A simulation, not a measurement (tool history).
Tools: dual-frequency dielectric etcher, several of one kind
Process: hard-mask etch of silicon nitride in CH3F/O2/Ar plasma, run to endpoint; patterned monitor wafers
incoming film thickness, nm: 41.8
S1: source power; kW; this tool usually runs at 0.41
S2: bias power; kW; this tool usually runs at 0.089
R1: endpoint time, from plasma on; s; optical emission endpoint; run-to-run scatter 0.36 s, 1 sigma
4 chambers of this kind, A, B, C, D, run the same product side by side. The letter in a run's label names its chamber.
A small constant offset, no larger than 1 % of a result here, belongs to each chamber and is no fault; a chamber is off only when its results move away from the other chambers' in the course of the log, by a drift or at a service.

| run | hour | S1 | S2 | R1 |
|---|---|---|---|---|
| 1D | 11.8 | 0.41 | 0.089 | 55.826 |
|  | 19.6 | chamber A: source power generator calibrated |
| 2A | 24.1 | 0.41 | 0.089 | 54.867 |
| 3B | 31.7 | 0.41 | 0.089 | 56.368 |
| 4C | 40.6 | 0.41 | 0.089 | 55.581 |
| 5C | 49.9 | 0.41 | 0.089 | 56.356 |
| 6D | 63.7 | 0.41 | 0.089 | 56.166 |
| 7A | 77.5 | 0.41 | 0.089 | 55.092 |
| 8B | 85.1 | 0.41 | 0.089 | 56.118 |
| 9C | 91.6 | 0.41 | 0.089 | 56.147 |
| 10A | 102.1 | 0.41 | 0.089 | 55.046 |
| 11B | 113.1 | 0.41 | 0.089 | 55.618 |
| 12D | 126.9 | 0.41 | 0.089 | 55.82 |
| 13B | 134.9 | 0.41 | 0.089 | 56.46 |
|  | 140 | chamber A: wet clean of the chamber |
| 14C | 146 | 0.41 | 0.089 | 56.58 |
|  | 155.3 | chamber C: wet clean of the chamber |
| 15A | 157.9 | 0.41 | 0.089 | 55.198 |
| 16D | 168.3 | 0.41 | 0.089 | 55.924 |
| 17C | 177.2 | 0.41 | 0.089 | 55.362 |
| 18B | 190.2 | 0.41 | 0.089 | 55.903 |
| 19D | 204.2 | 0.46 | 0.081 | 57.435 |
| 20A | 218.1 | 0.46 | 0.081 | 54.432 |
| 21D | 231.2 | 0.46 | 0.081 | 57.744 |
| 22A | 240.7 | 0.46 | 0.081 | 53.744 |
| 23C | 254.7 | 0.41 | 0.089 | 55.449 |
| 24B | 265.4 | 0.41 | 0.089 | 56.445 |

Each of the 4 chambers runs these same settings next. Fill in every chamber's results:
| 25A | 275.4 | 0.41 | 0.082 | ? |
| 25B | 275.4 | 0.41 | 0.082 | ? |
| 25C | 275.4 | 0.41 | 0.082 | ? |
| 25D | 275.4 | 0.41 | 0.082 | ? |

| run | R1 |
|---|---|
| 25A | 56.429 |
| 25B | 57.962 |
| 25C | 57.649 |
| 25D | 60.622 |

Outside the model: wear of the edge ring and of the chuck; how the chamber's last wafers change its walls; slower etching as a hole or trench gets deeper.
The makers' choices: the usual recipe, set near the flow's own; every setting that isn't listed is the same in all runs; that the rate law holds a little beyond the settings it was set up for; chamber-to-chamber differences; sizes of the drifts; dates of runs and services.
